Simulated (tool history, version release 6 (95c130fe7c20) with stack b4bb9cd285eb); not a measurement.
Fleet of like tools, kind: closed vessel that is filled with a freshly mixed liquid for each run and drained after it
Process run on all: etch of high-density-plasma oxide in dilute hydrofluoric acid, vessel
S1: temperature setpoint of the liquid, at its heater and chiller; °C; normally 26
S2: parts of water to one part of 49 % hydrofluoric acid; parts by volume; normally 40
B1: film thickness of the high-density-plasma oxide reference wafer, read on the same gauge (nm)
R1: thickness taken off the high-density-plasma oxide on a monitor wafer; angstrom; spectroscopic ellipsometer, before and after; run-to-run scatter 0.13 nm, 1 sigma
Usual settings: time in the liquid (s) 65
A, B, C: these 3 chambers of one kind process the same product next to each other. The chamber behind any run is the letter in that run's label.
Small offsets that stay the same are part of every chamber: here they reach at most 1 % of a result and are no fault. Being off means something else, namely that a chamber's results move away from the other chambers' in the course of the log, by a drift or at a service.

run 1A hour=7.9 | S1=26 S2=40 time_in_the_liquid_(s)=65 | B1=140.02 | R1=212.37
run 2C hour=14.9 | S1=26 S2=40 time_in_the_liquid_(s)=65 | B1=140 | R1=207.71
run 3B hour=24.4 | S1=26 S2=40 time_in_the_liquid_(s)=65 | B1=139.98 | R1=208.45
run 4C hour=30 | S1=26 S2=40 time_in_the_liquid_(s)=65 | B1=139.99 | R1=208.35
run 5B hour=35.5 | S1=26 S2=40 time_in_the_liquid_(s)=65 | B1=139.98 | R1=210.31
run 6A hour=44.1 | S1=26 S2=40 time_in_the_liquid_(s)=65 | B1=140.01 | R1=208.93
run 7B hour=49.3 | S1=26 S2=40 time_in_the_liquid_(s)=65 | B1=139.98 | R1=210
run 8C hour=59.6 | S1=26 S2=40 time_in_the_liquid_(s)=65 | B1=139.99 | R1=210.53
run 9A hour=68.5 | S1=26 S2=40 time_in_the_liquid_(s)=65 | B1=140.02 | R1=211.55
run 10B hour=75.9 | S1=26 S2=40 time_in_the_liquid_(s)=65 | B1=139.97 | R1=208.02
run 11A hour=82.5 | S1=26 S2=50 time_in_the_liquid_(s)=35 | B1=140 | R1=90.677
run 12C hour=89.1 | S1=26 S2=50 time_in_the_liquid_(s)=35 | B1=140.03 | R1=88.504
run 13A hour=95.3 | S1=26 S2=50 time_in_the_liquid_(s)=35 | B1=140 | R1=89.883
run 14C hour=102.1 | S1=26 S2=40 time_in_the_liquid_(s)=100 | B1=140.02 | R1=320.55
run 15B hour=111.3 | S1=26 S2=40 time_in_the_liquid_(s)=100 | B1=139.98 | R1=320.88
run 16A hour=118.9 | S1=26 S2=40 time_in_the_liquid_(s)=100 | B1=140 | R1=328.24
run 17C hour=128.7 | S1=26 S2=40 time_in_the_liquid_(s)=65 | B1=140.02 | R1=203.14
run 18B hour=136 | S1=26 S2=40 time_in_the_liquid_(s)=65 | B1=140.01 | R1=208.67
run 19A hour=145.2 | S1=26 S2=40 time_in_the_liquid_(s)=85 | B1=139.99 | R1=272.52
run 20B hour=150.2 | S1=26 S2=40 time_in_the_liquid_(s)=85 | B1=139.99 | R1=273.8
run 21C hour=156.8 | S1=26 S2=40 time_in_the_liquid_(s)=85 | B1=139.99 | R1=267.23
run 22B hour=164.5 | S1=26 S2=40 time_in_the_liquid_(s)=65 | B1=140 | R1=210.56
-- hour=170.8 chamber B: hydrofluoric acid flow meter replaced
run 23A hour=174.5 | S1=26 S2=40 time_in_the_liquid_(s)=65 | B1=140.01 | R1=208.24
run 24C hour=183.3 | S1=27.5 S2=40 time_in_the_liquid_(s)=90 | B1=139.98 | R1=300.15
run 25C hour=193.2 | S1=27.5 S2=40 time_in_the_liquid_(s)=90 | B1=139.99 | R1=295.42
run 26B hour=200.5 | S1=27.5 S2=40 time_in_the_liquid_(s)=90 | B1=140.02 | R1=312.34
run 27A hour=209.4 | S1=26 S2=40 time_in_the_liquid_(s)=65 | B1=140 | R1=210.71
run 28C hour=216 | S1=26 S2=40 time_in_the_liquid_(s)=65 | B1=139.99 | R1=197.59
run 29B hour=225.5 | S1=26 S2=40 time_in_the_liquid_(s)=65 | B1=140 | R1=211.92
run 30A hour=235.7 | S1=26 S2=40 time_in_the_liquid_(s)=65 | B1=140.06 | R1=209.19
run 31A hour=242.1 | S1=26 S2=40 time_in_the_liquid_(s)=65 | B1=140.03 | R1=211.07
run 32C hour=247.4 | S1=26 S2=40 time_in_the_liquid_(s)=65 | B1=140.04 | R1=197.8
run 33B hour=253.9 | S1=26 S2=40 time_in_the_liquid_(s)=65 | B1=139.99 | R1=206.91
run 34A hour=263.6 | S1=26 S2=40 time_in_the_liquid_(s)=65 | B1=139.99 | R1=211.18
run 35B hour=273.3 | S1=28 S2=30 time_in_the_liquid_(s)=65 | B1=140 | R1=309.77

Does one chamber stand apart from the rest, does the shared gauge drift, or is all well apart from small per-chamber offsets? Give the chamber and the most likely cause, where there is one.

It is chamber C that slowly wanders off from its peers.
Most likely cause: liquid colder than its thermometer reads (K) = 1.68.
From this log alone, it may not be told apart from: hydrofluoric acid flow below the setpoint (%).

Which of the 4 candidates below, each the usual settings with something changed and its results left as question marks, puts chamber C back in line with what the other chambers give on the usual settings?
In line here means within this much of the mean the other chambers give on the usual settings: R1 4.4 angstrom
run 36C-1 hour=280.9 | S1=23 S2=40 time_in_the_liquid_(s)=65 | R1=?
run 36C-2 hour=280.9 | S1=26 S2=40 time_in_the_liquid_(s)=60 | R1=?
run 36C-3 hour=280.9 | S1=29 S2=40 time_in_the_liquid_(s)=65 | R1=?
run 36C-4 hour=280.9 | S1=26 S2=40 time_in_the_liquid_(s)=70 | R1=?

Other chambers, usual settings, mean: R1 210.36 angstrom
run=36C-1 R1=172.19
run=36C-2 R1=180.44
run=36C-3 R1=221.19
run=36C-4 R1=210.52
Change 36C-4 lands the chamber within the allowed miss of the other chambers.
